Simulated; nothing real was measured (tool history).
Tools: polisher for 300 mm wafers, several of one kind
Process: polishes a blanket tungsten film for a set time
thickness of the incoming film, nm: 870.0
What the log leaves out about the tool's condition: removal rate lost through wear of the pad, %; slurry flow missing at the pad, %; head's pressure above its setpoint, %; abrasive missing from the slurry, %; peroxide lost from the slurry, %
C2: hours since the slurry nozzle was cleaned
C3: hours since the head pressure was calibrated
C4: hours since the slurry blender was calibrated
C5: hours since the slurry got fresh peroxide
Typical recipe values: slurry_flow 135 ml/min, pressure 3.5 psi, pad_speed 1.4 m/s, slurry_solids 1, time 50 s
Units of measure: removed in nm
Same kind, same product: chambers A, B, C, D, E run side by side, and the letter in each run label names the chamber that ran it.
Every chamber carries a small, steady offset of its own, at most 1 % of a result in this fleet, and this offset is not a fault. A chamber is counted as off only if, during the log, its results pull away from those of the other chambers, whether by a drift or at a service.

At hour 2.4: chamber D: slurry tank refilled with fresh slurry and peroxide.
At hour 5.2: chamber A: slurry tank refilled with fresh slurry and peroxide.
Run 1B, hour 7: usual settings; wafers polished on this pad 360; C2 298.9; C3 470.5; C4 185.2; C5 55.9. Result: removed 267.82 nm.
Run 2D, hour 11.3: usual settings; wafers polished on this pad 950; C2 38.5; C3 646.6; C4 127.6; C5 8.9. Result: removed 267 nm.
Run 3C, hour 16.8: usual settings; wafers polished on this pad 547; C2 51.6; C3 275.2; C4 175.1; C5 36.2. Result: removed 266.11 nm.
Run 4E, hour 20.4: usual settings; wafers polished on this pad 415; C2 134.5; C3 387.2; C4 220.2; C5 130.9. Result: removed 268.57 nm.
At hour 23: chamber A: slurry blender recalibrated.
Run 5A, hour 24.7: usual settings; wafers polished on this pad 413; C2 520.8; C3 112.7; C4 1.8; C5 19.6. Result: removed 265.18 nm.
At hour 25.4: chamber B: slurry tank refilled with fresh slurry and peroxide.
At hour 28.1: chamber D: slurry blender recalibrated.
Run 6E, hour 32.2: usual settings but pad_speed 1.24 m/s; wafers polished on this pad 583; C2 146.3; C3 399; C4 232; C5 142.7. Result: removed 231.23 nm.
At hour 37.1: chamber E: head pressure recalibrated.
At hour 39.2: chamber B: worn pad replaced by a new one.
Run 7D, hour 39.9: usual settings but pad_speed 1.24 m/s; wafers polished on this pad 1355; C2 67.1; C3 675.2; C4 11.8; C5 37.5. Result: removed 235.64 nm.
Run 8B, hour 44.1: usual settings but pad_speed 1.24 m/s; wafers polished on this pad 70; C2 336; C3 507.6; C4 222.3; C5 18.8. Result: removed 235.01 nm.
At hour 45.6: chamber E: worn pad replaced by a new one.
At hour 47: chamber A: slurry tank refilled with fresh slurry and peroxide.
Run 9A, hour 47.9: usual settings but pad_speed 1.24 m/s; wafers polished on this pad 742; C2 544; C3 135.9; C4 25; C5 0.9. Result: removed 237.57 nm.
At hour 50.8: chamber A: worn pad replaced by a new one.
Run 10C, hour 54.4: usual settings but pad_speed 1.24 m/s; wafers polished on this pad 1080; C2 89.2; C3 312.8; C4 212.7; C5 73.8. Result: removed 239.04 nm.
At hour 59.2: chamber D: worn pad replaced by a new one.
Run 11C, hour 60.3: usual settings; wafers polished on this pad 1163; C2 95.1; C3 318.7; C4 218.6; C5 79.7. Result: removed 263.84 nm.
Run 12D, hour 64.6: usual settings; wafers polished on this pad 76; C2 91.8; C3 699.9; C4 36.5; C5 62.2. Result: removed 268.54 nm.
Run 13A, hour 70.2: usual settings but pressure 4.2 psi, pad_speed 1.22 m/s; wafers polished on this pad 275; C2 566.3; C3 158.2; C4 47.3; C5 23.2. Result: removed 279.26 nm.
Run 14B, hour 75.8: usual settings but pressure 4.2 psi, pad_speed 1.22 m/s; wafers polished on this pad 519; C2 367.7; C3 539.3; C4 254; C5 50.5. Result: removed 279.56 nm.
At hour 79.5: chamber C: slurry tank refilled with fresh slurry and peroxide.
At hour 80.5: chamber C: worn pad replaced by a new one.
At hour 80.8: chamber B: slurry blender recalibrated.
Run 15E, hour 82.4: usual settings but pressure 4.2 psi, pad_speed 1.22 m/s; wafers polished on this pad 522; C2 196.5; C3 45.3; C4 282.2; C5 192.9. Result: removed 278.75 nm.
At hour 83.6: chamber A: slurry tank refilled with fresh slurry and peroxide.
At hour 87.8: chamber B: worn pad replaced by a new one.
Run 16C, hour 90: usual settings but pressure 4.2 psi, pad_speed 1.22 m/s; wafers polished on this pad 135; C2 124.8; C3 348.4; C4 248.3; C5 10.6. Result: removed 280.89 nm.
Run 17A, hour 96.4: usual settings but pressure 4.2 psi, pad_speed 1.22 m/s; wafers polished on this pad 647; C2 592.5; C3 184.4; C4 73.5; C5 12.9. Result: removed 280.41 nm.
Run 18E, hour 100.8: usual settings; wafers polished on this pad 783; C2 214.9; C3 63.7; C4 300.6; C5 211.3. Result: removed 264.95 nm.
At hour 101.1: chamber B: slurry tank refilled with fresh slurry and peroxide.
At hour 102: chamber E: slurry tank refilled with fresh slurry and peroxide.
Run 19B, hour 107.8: usual settings; wafers polished on this pad 284; C2 399.7; C3 571.3; C4 27.1; C5 6.8. Result: removed 269.53 nm.
At hour 113.8: chamber A: worn pad replaced by a new one.
Run 20D, hour 114.2: usual settings; wafers polished on this pad 779; C2 141.4; C3 749.5; C4 86.1; C5 111.8. Result: removed 273.03 nm.
At hour 116.3: chamber E: worn pad replaced by a new one.
Run 21C, hour 119.2: usual settings; wafers polished on this pad 549; C2 154; C3 377.6; C4 277.5; C5 39.8. Result: removed 268.89 nm.
Run 22A, hour 123.3: usual settings; wafers polished on this pad 135; C2 619.4; C3 211.3; C4 100.4; C5 39.8. Result: removed 266.7 nm.
At hour 125.1: chamber C: slurry blender recalibrated.
Run 23B, hour 130.4: usual settings; wafers polished on this pad 604; C2 422.3; C3 593.9; C4 49.7; C5 29.4. Result: removed 267.41 nm.
At hour 130.5: chamber A: slurry tank refilled with fresh slurry and peroxide.
Run 24E, hour 135.1: usual settings; wafers polished on this pad 267; C2 249.2; C3 98; C4 334.9; C5 33.1. Result: removed 267.85 nm.
Run 25D, hour 139.1: usual settings; wafers polished on this pad 1132; C2 166.3; C3 774.4; C4 111; C5 136.7. Result: removed 267.7 nm.
At hour 139.9: chamber B: worn pad replaced by a new one.
Run 26A, hour 146.1: usual settings but time 56 s; wafers polished on this pad 458; C2 642.2; C3 234.1; C4 123.2; C5 15.7. Result: removed 300.13 nm.
Run 27D, hour 151.2: usual settings but time 56 s; wafers polished on this pad 1303; C2 178.4; C3 786.5; C4 123.1; C5 148.8. Result: removed 300.35 nm.
At hour 152.3: chamber D: slurry tank refilled with fresh slurry and peroxide.
At hour 154.7: chamber D: worn pad replaced by a new one.
Run 28E, hour 157: usual settings but time 56 s; wafers polished on this pad 577; C2 271.1; C3 119.9; C4 356.8; C5 55. Result: removed 299.77 nm.
At hour 159.4: chamber B: slurry tank refilled with fresh slurry and peroxide.
At hour 159.7: chamber D: slurry blender recalibrated.
Run 29C, hour 162.8: usual settings but time 56 s; wafers polished on this pad 1166; C2 197.6; C3 421.2; C4 37.7; C5 83.4. Result: removed 296.31 nm.
Run 30B, hour 168.3: usual settings but time 56 s; wafers polished on this pad 403; C2 460.2; C3 631.8; C4 87.6; C5 8.9. Result: removed 300.89 nm.
At hour 169.9: chamber E: slurry blender recalibrated.
Run 31C, hour 173.2: usual settings; wafers polished on this pad 1314; C2 208; C3 431.6; C4 48.1; C5 93.8. Result: removed 262.83 nm.
At hour 175.7: chamber E: worn pad replaced by a new one.
Run 32D, hour 179.1: usual settings; wafers polished on this pad 346; C2 206.3; C3 814.4; C4 19.5; C5 26.8. Result: removed 270.31 nm.
Run 33E, hour 182.7: usual settings; wafers polished on this pad 99; C2 296.8; C3 145.6; C4 12.8; C5 80.7. Result: removed 265.35 nm.

Has any chamber moved away from the others, gradually or after a service, or does the common gauge drift, or do the chambers differ only by their own small steady offsets? State the chamber and the most likely cause if one applies.

No chamber stands off beyond its own small offset, and the gauge holds steady.
